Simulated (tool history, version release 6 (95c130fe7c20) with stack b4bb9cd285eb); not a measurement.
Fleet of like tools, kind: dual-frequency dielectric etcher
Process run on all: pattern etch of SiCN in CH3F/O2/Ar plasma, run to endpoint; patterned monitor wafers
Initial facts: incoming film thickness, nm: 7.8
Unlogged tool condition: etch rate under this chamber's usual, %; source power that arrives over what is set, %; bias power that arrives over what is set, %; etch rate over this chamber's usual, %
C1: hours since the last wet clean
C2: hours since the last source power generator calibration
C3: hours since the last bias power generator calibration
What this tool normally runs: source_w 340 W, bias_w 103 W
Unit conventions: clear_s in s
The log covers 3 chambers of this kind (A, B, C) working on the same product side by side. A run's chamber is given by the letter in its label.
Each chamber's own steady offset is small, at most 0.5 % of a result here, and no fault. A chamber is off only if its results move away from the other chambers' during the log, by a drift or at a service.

run 1C hour=6.2 | source_w=340 bias_w=103 | C1=33.6 C2=2207.8 C3=2072.0 | clear_s=19.331
run 2A hour=15.9 | source_w=340 bias_w=103 | C1=177.3 C2=472.1 C3=653.4 | clear_s=19.277
run 3B hour=24.3 | source_w=340 bias_w=103 | C1=373.6 C2=3326.7 C3=1184.8 | clear_s=19.463
run 4B hour=29.3 | source_w=340 bias_w=103 | C1=378.6 C2=3331.7 C3=1189.8 | clear_s=19.096
run 5A hour=38.8 | source_w=340 bias_w=103 | C1=200.2 C2=495.0 C3=676.3 | clear_s=19.364
run 6C hour=49.3 | source_w=340 bias_w=103 | C1=76.7 C2=2250.9 C3=2115.1 | clear_s=19.547
run 7B hour=58.2 | source_w=340 bias_w=103 | C1=407.5 C2=3360.6 C3=1218.7 | clear_s=19.253
run 8C hour=64.5 | source_w=340 bias_w=103 | C1=91.9 C2=2266.1 C3=2130.3 | clear_s=19.513
run 9A hour=70.4 | source_w=340 bias_w=103 | C1=231.8 C2=526.6 C3=707.9 | clear_s=19.135
run 10B hour=79.5 | source_w=340 bias_w=103 | C1=428.8 C2=3381.9 C3=1240.0 | clear_s=19.178
run 11A hour=86.7 | source_w=340 bias_w=103 | C1=248.1 C2=542.9 C3=724.2 | clear_s=19.474
run 12C hour=93.3 | source_w=340 bias_w=103 | C1=120.7 C2=2294.9 C3=2159.1 | clear_s=19.450
run 13C hour=103.5 | source_w=410 bias_w=84 | C1=130.9 C2=2305.1 C3=2169.3 | clear_s=19.550
run 14A hour=111.3 | source_w=410 bias_w=84 | C1=272.7 C2=567.5 C3=748.8 | clear_s=19.363
-- hour=114.9 chamber B: wet clean of the chamber
run 15B hour=121.0 | source_w=410 bias_w=84 | C1=6.2 C2=3423.4 C3=1281.5 | clear_s=19.489
run 16B hour=129.2 | source_w=340 bias_w=103 | C1=14.4 C2=3431.6 C3=1289.7 | clear_s=19.585
run 17C hour=138.2 | source_w=340 bias_w=103 | C1=165.6 C2=2339.8 C3=2204.0 | clear_s=19.425
run 18A hour=148.5 | source_w=340 bias_w=103 | C1=309.9 C2=604.7 C3=786.0 | clear_s=19.336
run 19B hour=155.2 | source_w=340 bias_w=103 | C1=40.4 C2=3457.6 C3=1315.7 | clear_s=19.350
-- hour=158.1 chamber A: wet clean of the chamber
run 20A hour=165.6 | source_w=340 bias_w=103 | C1=7.6 C2=621.8 C3=803.1 | clear_s=20.159
run 21C hour=171.6 | source_w=340 bias_w=103 | C1=199.0 C2=2373.2 C3=2237.4 | clear_s=19.453
run 22B hour=177.0 | source_w=340 bias_w=103 | C1=62.2 C2=3479.4 C3=1337.5 | clear_s=19.181
run 23C hour=182.1 | source_w=340 bias_w=103 | C1=209.5 C2=2383.7 C3=2247.9 | clear_s=19.331
run 24A hour=192.7 | source_w=340 bias_w=103 | C1=34.7 C2=648.9 C3=830.2 | clear_s=20.214
run 25B hour=199.1 | source_w=340 bias_w=103 | C1=84.3 C2=3501.5 C3=1359.6 | clear_s=19.003
run 26C hour=207.1 | source_w=340 bias_w=103 | C1=234.5 C2=2408.7 C3=2272.9 | clear_s=19.290
run 27A hour=214.3 | source_w=340 bias_w=103 | C1=56.3 C2=670.5 C3=851.8 | clear_s=20.112
run 28C hour=222.8 | source_w=340 bias_w=103 | C1=250.2 C2=2424.4 C3=2288.6 | clear_s=19.486
run 29B hour=233.0 | source_w=340 bias_w=103 | C1=118.2 C2=3535.4 C3=1393.5 | clear_s=19.317
run 30A hour=239.4 | source_w=340 bias_w=103 | C1=81.4 C2=695.6 C3=876.9 | clear_s=20.176
run 31A hour=249.5 | source_w=340 bias_w=103 | C1=91.5 C2=705.7 C3=887.0 | clear_s=20.106
run 32C hour=254.9 | source_w=370 bias_w=120 | C1=282.3 C2=2456.5 C3=2320.7 | clear_s=17.869
run 33B hour=265.2 | source_w=370 bias_w=120 | C1=150.4 C2=3567.6 C3=1425.7 | clear_s=17.769
run 34A hour=275.7 | source_w=370 bias_w=120 | C1=117.7 C2=731.9 C3=913.2 | clear_s=18.411
run 35C hour=285.2 | source_w=340 bias_w=103 | C1=312.6 C2=2486.8 C3=2351.0 | clear_s=19.220
run 36B hour=292.6 | source_w=340 bias_w=103 | C1=177.8 C2=3595.0 C3=1453.1 | clear_s=19.244
run 37B hour=303.1 | source_w=340 bias_w=103 | C1=188.3 C2=3605.5 C3=1463.6 | clear_s=19.291
run 38C hour=310.4 | source_w=340 bias_w=103 | C1=337.8 C2=2512.0 C3=2376.2 | clear_s=19.309
run 39A hour=317.3 | source_w=340 bias_w=103 | C1=159.3 C2=773.5 C3=954.8 | clear_s=19.986
run 40A hour=324.7 | source_w=340 bias_w=103 | C1=166.7 C2=780.9 C3=962.2 | clear_s=20.222
run 41C hour=335.0 | source_w=340 bias_w=103 | C1=362.4 C2=2536.6 C3=2400.8 | clear_s=19.327

One chamber off, gauge drift, or nothing amiss beyond the chambers' own small offsets? If it is a chamber, which one, and what is the likeliest cause?

Chamber A has stood off from the others ever since a service on it.
Likeliest cause: etch rate under this chamber's usual, % = 4.06.

Which of the 4 candidates below, each the usual settings with something changed and its results left as question marks, puts chamber A back in line with what the other chambers give on the usual settings?
In line means no further than this from the other chambers' mean on the usual settings: clear_s 0.400 s
run 42A-1 hour=343.0 | source_w=360 bias_w=109 | clear_s=?
run 42A-2 hour=343.0 | source_w=270 bias_w=103 | clear_s=?
run 42A-3 hour=343.0 | source_w=380 bias_w=116 | clear_s=?
run 42A-4 hour=343.0 | source_w=340 bias_w=92 | clear_s=?

Other chambers, usual settings, mean: clear_s 19.325 s
run=42A-1 clear_s=19.322
run=42A-2 clear_s=21.909
run=42A-3 clear_s=18.504
run=42A-4 clear_s=21.020
Change 42A-1 lands the chamber within the allowed miss of the other chambers.

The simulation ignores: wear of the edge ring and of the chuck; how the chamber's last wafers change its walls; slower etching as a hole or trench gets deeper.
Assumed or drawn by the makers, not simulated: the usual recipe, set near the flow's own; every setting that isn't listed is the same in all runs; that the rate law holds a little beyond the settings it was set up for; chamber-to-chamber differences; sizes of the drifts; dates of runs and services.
